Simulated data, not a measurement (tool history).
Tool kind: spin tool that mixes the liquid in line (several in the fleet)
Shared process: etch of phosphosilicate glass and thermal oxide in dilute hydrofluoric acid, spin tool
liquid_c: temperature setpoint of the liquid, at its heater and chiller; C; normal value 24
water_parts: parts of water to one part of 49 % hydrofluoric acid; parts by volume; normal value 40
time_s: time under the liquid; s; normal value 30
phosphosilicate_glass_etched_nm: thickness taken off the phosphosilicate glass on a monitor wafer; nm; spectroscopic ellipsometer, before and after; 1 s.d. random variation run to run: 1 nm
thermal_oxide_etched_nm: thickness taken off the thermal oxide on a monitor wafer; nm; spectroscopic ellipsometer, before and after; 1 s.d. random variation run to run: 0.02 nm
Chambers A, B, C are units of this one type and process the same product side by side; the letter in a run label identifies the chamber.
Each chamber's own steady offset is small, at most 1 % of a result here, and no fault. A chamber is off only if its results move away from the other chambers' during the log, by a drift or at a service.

run     day  liquid_c  water_parts  time_s  read-back film thickness of the phosphosilicate glass reference wafer, read on the same gauge (nm)  read-back film thickness of the thermal oxide reference wafer, read on the same gauge (nm)  phosphosilicate_glass_etched_nm  thermal_oxide_etched_nm
 1A   0.400        24           40      30                                                                                              30.033                                                                                      149.98                          122.060                   3.7577
      0.412  -- chamber A: hydrofluoric acid flow meter replaced
 2C   0.738        24           40      30                                                                                              30.017                                                                                      150.00                          120.780                   3.7516
 3B   1.017        24           40      30                                                                                              30.020                                                                                      149.97                          120.350                   3.7730
 4A   1.292        24           40      30                                                                                              30.019                                                                                      150.00                          121.390                   3.7506
 5B   1.617        24           40      30                                                                                              30.044                                                                                      149.98                          121.750                   3.7783
 6C   1.821        24           40      30                                                                                              30.015                                                                                      149.97                          120.300                   3.7680
 7A   2.088        24           40      30                                                                                              29.989                                                                                      150.03                          122.470                   3.7708
 8B   2.429        24           40      30                                                                                              29.991                                                                                      150.01                          120.740                   3.7598
 9C   2.633        24           40      30                                                                                              30.020                                                                                      149.99                          120.590                   3.7367
10B   3.046        24           40      30                                                                                              29.987                                                                                      149.96                          121.600                   3.7879
11A   3.304        24           40      30                                                                                              29.987                                                                                      150.00                          121.380                   3.7645
12C   3.638        24           40      30                                                                                              30.038                                                                                      150.01                          121.550                   3.7361
13A   3.871        24           40      30                                                                                              29.930                                                                                      149.99                          121.290                   3.7690
14B   4.204        24           40      30                                                                                              29.992                                                                                      150.01                          121.440                   3.7648
15C   4.400        24           40      30                                                                                              29.937                                                                                      149.99                          120.370                   3.7632
16A   4.617        24           40      30                                                                                              29.989                                                                                      149.98                          120.570                   3.7599
17C   4.883        24           50      40                                                                                              30.024                                                                                      150.01                          125.980                   3.9502
18B   5.067        24           50      40                                                                                              29.979                                                                                      149.96                          128.090                   3.9765
19B   5.358        24           50      40                                                                                              30.006                                                                                      150.05                          128.150                   4.0211
20A   5.688        24           40      30                                                                                              29.978                                                                                      149.97                          120.990                   3.7445
      5.971  -- chamber C: hydrofluoric acid flow meter replaced
21C   6.058        24           40      30                                                                                              29.989                                                                                      150.01                          119.550                   3.7609
22C   6.404        24           40      30                                                                                              29.982                                                                                      150.02                          119.770                   3.7561
23B   6.758        24           40      30                                                                                              30.025                                                                                      150.02                          120.420                   3.7943
24A   7.083        24           40      30                                                                                              29.978                                                                                      150.00                          122.770                   3.7688
25A   7.321        24           40      30                                                                                              30.034                                                                                      149.99                          121.080                   3.7726
26B   7.658        24           40      30                                                                                              29.958                                                                                      149.99                          121.430                   3.8041
27C   7.917        24           40      30                                                                                              29.992                                                                                      149.99                          120.080                   3.7316
28A   8.288        21           25      30                                                                                              29.985                                                                                      149.99                          169.270                   5.3616
29B   8.488        21           25      30                                                                                              30.006                                                                                      149.97                          174.240                   5.3575
30C   8.804        21           25      30                                                                                              30.012                                                                                      150.02                          174.040                   5.3676
31A   9.017        24           40      30                                                                                              29.991                                                                                      150.01                          121.020                   3.7664
32C   9.242        24           40      30                                                                                              29.966                                                                                      149.99                          119.540                   3.7605
33B   9.638        24           40      30                                                                                              29.988                                                                                      149.99                          120.820                   3.7665
34B   9.883        24           40      30                                                                                              30.037                                                                                      149.99                          120.650                   3.7938
35A  10.283        24           40      30                                                                                              30.015                                                                                      150.05                          119.610                   3.7390
36C  10.675        24           40      30                                                                                              30.012                                                                                      150.01                          120.920                   3.7563
37C  10.908        24           40      30                                                                                              30.002                                                                                      150.00                          119.290                   3.7364
38B  11.129        24           40      15                                                                                              29.967                                                                                      150.01                           60.771                   1.8893
39A  11.375        24           40      15                                                                                              29.960                                                                                      150.00                           60.525                   1.8764
40A  11.746        24           40      15                                                                                              29.968                                                                                      150.01                           60.365                   1.8801
41C  11.996        24           40      25                                                                                              29.968                                                                                      149.99                           99.725                   3.1603
42B  12.188        24           40      25                                                                                              30.045                                                                                      150.02                          100.800                   3.1806
43C  12.571        24           40      25                                                                                              29.941                                                                                      149.98                          100.950                   3.1009
44B  12.746        24           40      30                                                                                              29.961                                                                                      150.01                          119.610                   3.7692

What goes on in this fleet: one chamber off, a drifting gauge, or nothing beyond the chambers' own small offsets? Name the chamber and the cause, if any.

Nothing is wrong: each chamber keeps only its own small, steady offset and the gauge holds still.
